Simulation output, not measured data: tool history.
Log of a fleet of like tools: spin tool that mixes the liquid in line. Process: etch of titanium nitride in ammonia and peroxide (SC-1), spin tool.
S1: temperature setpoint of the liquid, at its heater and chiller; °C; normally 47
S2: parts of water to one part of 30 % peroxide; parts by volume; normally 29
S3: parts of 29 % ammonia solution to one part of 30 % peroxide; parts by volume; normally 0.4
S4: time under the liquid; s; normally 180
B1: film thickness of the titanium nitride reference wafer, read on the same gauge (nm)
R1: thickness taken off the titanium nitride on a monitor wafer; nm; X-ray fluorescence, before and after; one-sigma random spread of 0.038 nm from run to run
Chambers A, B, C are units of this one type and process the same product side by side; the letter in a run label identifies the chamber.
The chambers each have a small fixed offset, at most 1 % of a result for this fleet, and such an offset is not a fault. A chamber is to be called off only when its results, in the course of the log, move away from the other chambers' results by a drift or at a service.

Run 1A, hour 5.2: usual settings; B1 70.052. Result: R1 3.1103 nm.
Run 2C, hour 9.8: usual settings; B1 69.997. Result: R1 3.1203 nm.
Run 3B, hour 13.4: usual settings; B1 69.99. Result: R1 3.1258 nm.
Run 4B, hour 18: usual settings; B1 70.009. Result: R1 3.1049 nm.
Run 5A, hour 21.9: usual settings; B1 70.015. Result: R1 3.1242 nm.
Run 6C, hour 25: usual settings; B1 70.019. Result: R1 3.1203 nm.
Run 7C, hour 28.8: usual settings; B1 70.005. Result: R1 3.1437 nm.
Run 8B, hour 33.4: usual settings; B1 70.008. Result: R1 3.1769 nm.
Run 9A, hour 38: usual settings; B1 70.002. Result: R1 3.1102 nm.
Run 10C, hour 41.8: usual settings; B1 70.002. Result: R1 3.0828 nm.
At hour 42.3: chamber C: thermometer replaced.
Run 11A, hour 46.6: usual settings; B1 70.005. Result: R1 3.0783 nm.
Run 12B, hour 51.9: usual settings; B1 69.981. Result: R1 3.1242 nm.
Run 13C, hour 54.8: usual settings but S1 42 °C, S2 21 parts by volume; B1 70.024. Result: R1 2.5842 nm.
Run 14B, hour 59.5: usual settings but S1 42 °C, S2 21 parts by volume; B1 70.016. Result: R1 2.6203 nm.
Run 15A, hour 64: usual settings but S1 42 °C, S2 21 parts by volume; B1 70.008. Result: R1 2.6411 nm.
Run 16A, hour 66.7: usual settings; B1 70.031. Result: R1 3.1438 nm.
Run 17B, hour 70.2: usual settings; B1 70.009. Result: R1 3.0617 nm.
Run 18C, hour 73.5: usual settings; B1 69.994. Result: R1 3.109 nm.
Run 19C, hour 77.3: usual settings; B1 70.002. Result: R1 3.1416 nm.
Run 20B, hour 81.5: usual settings; B1 69.985. Result: R1 3.1066 nm.
Run 21A, hour 84.4: usual settings; B1 70. Result: R1 3.2046 nm.
Run 22C, hour 88: usual settings; B1 70.016. Result: R1 3.05 nm.
At hour 91.4: chamber C: new drum of ammonia solution connected.
Run 23A, hour 92.3: usual settings but S4 275 s; B1 70.016. Result: R1 4.7577 nm.
Run 24B, hour 96.2: usual settings but S4 275 s; B1 70.005. Result: R1 4.6515 nm.
Run 25C, hour 98.8: usual settings but S4 275 s; B1 70.014. Result: R1 4.7785 nm.
Run 26A, hour 102.9: usual settings; B1 70.036. Result: R1 3.1517 nm.
Run 27B, hour 107.1: usual settings; B1 69.99. Result: R1 3.1252 nm.
Run 28C, hour 111.8: usual settings but S4 135 s; B1 69.972. Result: R1 2.3216 nm.
Run 29A, hour 117.1: usual settings but S4 135 s; B1 69.983. Result: R1 2.3192 nm.
Run 30B, hour 120: usual settings but S4 135 s; B1 70.032. Result: R1 2.2738 nm.
At hour 121.6: chamber C: ammonia flow meter replaced.
Run 31B, hour 123.6: usual settings; B1 70.042. Result: R1 3.1223 nm.
Run 32C, hour 128.7: usual settings; B1 70.016. Result: R1 3.1054 nm.
Run 33A, hour 133.7: usual settings; B1 70.033. Result: R1 3.1616 nm.
Run 34C, hour 136.9: usual settings; B1 70.044. Result: R1 3.0971 nm.
Run 35B, hour 139.6: usual settings; B1 69.985. Result: R1 3.0552 nm.
Run 36A, hour 144.9: usual settings; B1 70.004. Result: R1 3.0651 nm.
Run 37A, hour 149.9: usual settings; B1 69.99. Result: R1 3.096 nm.
Run 38C, hour 152.4: usual settings; B1 70.026. Result: R1 3.1744 nm.
Run 39B, hour 154.7: usual settings; B1 70.02. Result: R1 3.085 nm.
Run 40C, hour 159.9: usual settings but S1 50.5 °C, S3 0.2 parts by volume; B1 69.974. Result: R1 3.4047 nm.
Run 41B, hour 163.6: usual settings but S1 50.5 °C, S3 0.2 parts by volume; B1 70.02. Result: R1 3.5533 nm.
Run 42A, hour 168.4: usual settings but S1 50.5 °C, S3 0.2 parts by volume; B1 70.068. Result: R1 3.5381 nm.
Run 43C, hour 172.4: usual settings; B1 69.959. Result: R1 3.1198 nm.

What goes on in this fleet: one chamber off, a drifting gauge, or nothing beyond the chambers' own small offsets? Name the chamber and the cause, if any.

The fleet is healthy, with each chamber sitting at its usual small offset and no drift in the gauge.
